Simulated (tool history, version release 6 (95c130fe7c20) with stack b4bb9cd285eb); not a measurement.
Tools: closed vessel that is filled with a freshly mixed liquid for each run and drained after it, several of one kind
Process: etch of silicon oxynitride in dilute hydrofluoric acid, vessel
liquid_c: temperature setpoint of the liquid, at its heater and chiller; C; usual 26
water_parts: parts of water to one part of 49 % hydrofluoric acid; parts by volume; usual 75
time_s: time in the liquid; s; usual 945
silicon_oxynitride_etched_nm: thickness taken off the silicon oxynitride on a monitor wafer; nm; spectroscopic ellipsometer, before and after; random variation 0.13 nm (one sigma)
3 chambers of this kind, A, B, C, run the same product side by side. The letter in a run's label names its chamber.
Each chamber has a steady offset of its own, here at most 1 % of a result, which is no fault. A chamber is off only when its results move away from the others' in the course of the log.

| run | hour | liquid_c | water_parts | time_s | read-back film thickness of the silicon oxynitride reference wafer, read on the same gauge (nm) | silicon_oxynitride_etched_nm |
|---|---|---|---|---|---|---|
| 1B | 6.0 | 26 | 75 | 945 | 110.02 | 35.837 |
| 2A | 11.1 | 26 | 75 | 945 | 110.01 | 35.718 |
| 3C | 14.6 | 26 | 75 | 945 | 110.00 | 35.752 |
| 4B | 17.8 | 26 | 75 | 945 | 110.00 | 35.791 |
| 5A | 22.1 | 26 | 75 | 945 | 109.97 | 35.555 |
| 6C | 27.5 | 26 | 75 | 945 | 110.03 | 35.493 |
| 7B | 31.8 | 26 | 75 | 945 | 110.02 | 35.888 |
| 8C | 36.8 | 26 | 40 | 945 | 109.99 | 68.832 |
| 9A | 41.7 | 26 | 40 | 945 | 109.99 | 67.745 |
| 10C | 47.8 | 26 | 40 | 945 | 110.01 | 69.040 |
| 11B | 53.7 | 26 | 75 | 945 | 109.98 | 36.043 |
| 12A | 56.7 | 26 | 75 | 945 | 110.00 | 35.510 |
| 13B | 62.3 | 26 | 75 | 945 | 109.97 | 35.940 |
| 14A | 66.8 | 26 | 75 | 945 | 109.98 | 35.397 |
| 15C | 70.0 | 26 | 75 | 945 | 109.97 | 35.893 |
| 16B | 74.6 | 26 | 75 | 945 | 109.99 | 36.083 |
| 17A | 79.6 | 26 | 75 | 945 | 110.00 | 35.608 |
| 18C | 83.1 | 26 | 75 | 945 | 110.00 | 35.830 |
| 19C | 86.3 | 26 | 75 | 945 | 109.99 | 35.583 |
| 20B | 91.4 | 26 | 75 | 945 | 110.01 | 35.937 |
| 21A | 95.2 | 26 | 75 | 945 | 109.98 | 35.513 |
| 22B | 101.6 | 26 | 75 | 945 | 110.00 | 36.095 |

Next, every chamber runs the same settings. What will each give?
| 23A | 106.2 | 29 | 75 | 945 |  | ? |
| 23B | 106.2 | 29 | 75 | 945 |  | ? |
| 23C | 106.2 | 29 | 75 | 945 |  | ? |

| run | silicon_oxynitride_etched_nm |
|---|---|
| 23A | 40.634 |
| 23B | 41.385 |
| 23C | 41.242 |
